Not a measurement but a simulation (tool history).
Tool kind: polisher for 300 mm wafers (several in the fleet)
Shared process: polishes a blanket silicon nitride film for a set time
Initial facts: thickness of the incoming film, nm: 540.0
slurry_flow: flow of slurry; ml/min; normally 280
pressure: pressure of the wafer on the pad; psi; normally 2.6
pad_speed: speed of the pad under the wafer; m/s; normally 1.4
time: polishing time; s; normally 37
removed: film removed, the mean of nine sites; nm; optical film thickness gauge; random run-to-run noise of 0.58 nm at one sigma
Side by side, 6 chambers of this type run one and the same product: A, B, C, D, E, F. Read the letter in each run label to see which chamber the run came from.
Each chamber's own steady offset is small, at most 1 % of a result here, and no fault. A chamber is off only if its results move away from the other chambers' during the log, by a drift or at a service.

{"hour": 3.5, "done": "chamber B: worn pad replaced by a new one"}
{"run": "1A", "hour": 5.1, "slurry_flow": 280, "pressure": 2.6, "pad_speed": 1.4, "time": 37, "removed": 53.625}
{"hour": 7.3, "done": "chamber E: slurry nozzle cleaned"}
{"hour": 10.4, "done": "chamber A: worn pad replaced by a new one"}
{"run": "2B", "hour": 10.8, "slurry_flow": 280, "pressure": 2.6, "pad_speed": 1.4, "time": 37, "removed": 53.516}
{"run": "3D", "hour": 17.2, "slurry_flow": 280, "pressure": 2.6, "pad_speed": 1.4, "time": 37, "removed": 53.891}
{"run": "4C", "hour": 24.0, "slurry_flow": 280, "pressure": 2.6, "pad_speed": 1.4, "time": 37, "removed": 55.008}
{"run": "5E", "hour": 29.3, "slurry_flow": 280, "pressure": 2.6, "pad_speed": 1.4, "time": 37, "removed": 54.477}
{"hour": 30.6, "done": "chamber B: head pressure recalibrated"}
{"run": "6F", "hour": 36.1, "slurry_flow": 280, "pressure": 2.6, "pad_speed": 1.4, "time": 37, "removed": 55.411}
{"hour": 39.2, "done": "chamber C: worn pad replaced by a new one"}
{"run": "7B", "hour": 42.5, "slurry_flow": 280, "pressure": 2.6, "pad_speed": 1.4, "time": 37, "removed": 54.248}
{"run": "8F", "hour": 50.1, "slurry_flow": 280, "pressure": 2.6, "pad_speed": 1.4, "time": 37, "removed": 55.137}
{"run": "9E", "hour": 55.8, "slurry_flow": 280, "pressure": 2.6, "pad_speed": 1.4, "time": 37, "removed": 54.442}
{"run": "10C", "hour": 65.3, "slurry_flow": 280, "pressure": 2.6, "pad_speed": 1.4, "time": 37, "removed": 53.36}
{"hour": 69.7, "done": "chamber E: worn pad replaced by a new one"}
{"run": "11D", "hour": 74.8, "slurry_flow": 280, "pressure": 2.6, "pad_speed": 1.4, "time": 37, "removed": 55.05}
{"run": "12A", "hour": 85.3, "slurry_flow": 280, "pressure": 2.6, "pad_speed": 1.4, "time": 37, "removed": 53.107}
{"hour": 89.9, "done": "chamber D: worn pad replaced by a new one"}
{"run": "13E", "hour": 91.8, "slurry_flow": 280, "pressure": 2.6, "pad_speed": 1.4, "time": 37, "removed": 54.445}
{"hour": 93.7, "done": "chamber A: worn pad replaced by a new one"}
{"hour": 97.2, "done": "chamber F: slurry nozzle cleaned"}
{"hour": 97.3, "done": "chamber E: head pressure recalibrated"}
{"run": "14C", "hour": 98.4, "slurry_flow": 280, "pressure": 2.6, "pad_speed": 1.4, "time": 37, "removed": 53.644}
{"hour": 101.4, "done": "chamber F: worn pad replaced by a new one"}
{"run": "15F", "hour": 105.4, "slurry_flow": 280, "pressure": 2.6, "pad_speed": 1.4, "time": 37, "removed": 55.544}
{"hour": 107.4, "done": "chamber B: worn pad replaced by a new one"}
{"run": "16A", "hour": 114.2, "slurry_flow": 280, "pressure": 2.6, "pad_speed": 1.4, "time": 37, "removed": 51.904}
{"run": "17D", "hour": 119.1, "slurry_flow": 280, "pressure": 2.6, "pad_speed": 1.4, "time": 37, "removed": 55.445}
{"run": "18B", "hour": 130.1, "slurry_flow": 280, "pressure": 2.6, "pad_speed": 1.4, "time": 37, "removed": 53.549}
{"run": "19C", "hour": 135.6, "slurry_flow": 280, "pressure": 3.4, "pad_speed": 1.4, "time": 37, "removed": 71.641}
{"run": "20B", "hour": 144.7, "slurry_flow": 280, "pressure": 3.4, "pad_speed": 1.4, "time": 37, "removed": 70.765}
{"run": "21E", "hour": 151.1, "slurry_flow": 280, "pressure": 3.4, "pad_speed": 1.4, "time": 37, "removed": 71.086}
{"run": "22A", "hour": 161.1, "slurry_flow": 280, "pressure": 3.4, "pad_speed": 1.4, "time": 37, "removed": 66.966}
{"run": "23D", "hour": 166.9, "slurry_flow": 280, "pressure": 3.4, "pad_speed": 1.4, "time": 37, "removed": 70.892}
{"hour": 172.3, "done": "chamber E: worn pad replaced by a new one"}
{"run": "24F", "hour": 173.0, "slurry_flow": 280, "pressure": 3.4, "pad_speed": 1.4, "time": 37, "removed": 72.141}
{"hour": 176.0, "done": "chamber A: worn pad replaced by a new one"}
{"run": "25D", "hour": 178.8, "slurry_flow": 280, "pressure": 2.6, "pad_speed": 1.4, "time": 37, "removed": 54.715}
{"run": "26C", "hour": 185.4, "slurry_flow": 280, "pressure": 2.6, "pad_speed": 1.4, "time": 37, "removed": 53.231}
{"run": "27E", "hour": 190.7, "slurry_flow": 280, "pressure": 2.6, "pad_speed": 1.4, "time": 37, "removed": 54.237}
{"run": "28A", "hour": 196.8, "slurry_flow": 280, "pressure": 2.6, "pad_speed": 1.4, "time": 45, "removed": 61.273}
{"hour": 200.6, "done": "chamber B: worn pad replaced by a new one"}
{"run": "29B", "hour": 203.0, "slurry_flow": 280, "pressure": 2.6, "pad_speed": 1.4, "time": 45, "removed": 64.886}
{"hour": 208.4, "done": "chamber F: worn pad replaced by a new one"}
{"run": "30F", "hour": 210.6, "slurry_flow": 280, "pressure": 2.6, "pad_speed": 1.4, "time": 45, "removed": 65.639}
{"run": "31A", "hour": 219.7, "slurry_flow": 280, "pressure": 2.6, "pad_speed": 1.4, "time": 45, "removed": 62.072}
{"hour": 225.8, "done": "chamber C: worn pad replaced by a new one"}
{"run": "32C", "hour": 228.6, "slurry_flow": 280, "pressure": 2.6, "pad_speed": 1.4, "time": 45, "removed": 65.458}
{"run": "33D", "hour": 237.3, "slurry_flow": 280, "pressure": 2.6, "pad_speed": 1.4, "time": 45, "removed": 66.031}
{"hour": 248.0, "done": "chamber C: head pressure recalibrated"}
{"run": "34B", "hour": 248.1, "slurry_flow": 280, "pressure": 2.6, "pad_speed": 1.4, "time": 37, "removed": 53.434}
{"run": "35F", "hour": 255.6, "slurry_flow": 280, "pressure": 2.6, "pad_speed": 1.4, "time": 37, "removed": 54.628}
{"hour": 256.2, "done": "chamber D: worn pad replaced by a new one"}
{"run": "36E", "hour": 264.2, "slurry_flow": 280, "pressure": 2.6, "pad_speed": 1.4, "time": 37, "removed": 53.466}
{"hour": 268.5, "done": "chamber E: worn pad replaced by a new one"}
{"run": "37D", "hour": 270.9, "slurry_flow": 280, "pressure": 2.6, "pad_speed": 1.4, "time": 37, "removed": 54.548}
{"hour": 271.0, "done": "chamber A: worn pad replaced by a new one"}
{"run": "38C", "hour": 280.5, "slurry_flow": 280, "pressure": 2.6, "pad_speed": 1.4, "time": 37, "removed": 54.173}
{"run": "39E", "hour": 290.9, "slurry_flow": 280, "pressure": 2.6, "pad_speed": 1.4, "time": 37, "removed": 53.56}
{"run": "40B", "hour": 302.1, "slurry_flow": 355, "pressure": 2.6, "pad_speed": 1.1, "time": 37, "removed": 45.39}
{"run": "41A", "hour": 309.2, "slurry_flow": 355, "pressure": 2.6, "pad_speed": 1.1, "time": 37, "removed": 40.387}
{"run": "42F", "hour": 315.1, "slurry_flow": 355, "pressure": 2.6, "pad_speed": 1.1, "time": 37, "removed": 46.321}
{"run": "43F", "hour": 321.2, "slurry_flow": 355, "pressure": 2.6, "pad_speed": 1.1, "time": 37, "removed": 46.18}
{"run": "44A", "hour": 330.9, "slurry_flow": 355, "pressure": 2.6, "pad_speed": 1.1, "time": 37, "removed": 41.081}

Read the log: is a single chamber off, either drifting away or since a service, is the gauge that measures every chamber drifting, or is nothing wrong beyond small per-chamber offsets? Name any odd chamber and what most likely caused it.

Chamber A drifts away from the others.
Likeliest cause: head's pressure below its setpoint, % = 11.8.

Chamber A could run next with any of the 4 candidate recipes listed below; each alters the usual settings, and their results appear as question marks. Which one brings its results back in line with what the other chambers deliver on the usual settings?
Counts as in line when no further than this from what the other chambers average on the usual settings: removed 2 nm
{"run": "45A-1", "hour": 339.0, "slurry_flow": 280, "pressure": 2.7, "pad_speed": 1.46, "time": 39, "removed": "?"}
{"run": "45A-2", "hour": 339.0, "slurry_flow": 280, "pressure": 2.5, "pad_speed": 1.34, "time": 35, "removed": "?"}
{"run": "45A-3", "hour": 339.0, "slurry_flow": 275, "pressure": 2.3, "pad_speed": 1.4, "time": 33, "removed": "?"}
{"run": "45A-4", "hour": 339.0, "slurry_flow": 285, "pressure": 2.8, "pad_speed": 1.5, "time": 41, "removed": "?"}

Average result of the remaining chambers running the usual settings: removed 54.133 nm
run=45A-1 removed=53.836
run=45A-2 removed=41.783
run=45A-3 removed=37.443
run=45A-4 removed=60.074
Change 45A-1 lands the chamber within the allowed miss of the other chambers.

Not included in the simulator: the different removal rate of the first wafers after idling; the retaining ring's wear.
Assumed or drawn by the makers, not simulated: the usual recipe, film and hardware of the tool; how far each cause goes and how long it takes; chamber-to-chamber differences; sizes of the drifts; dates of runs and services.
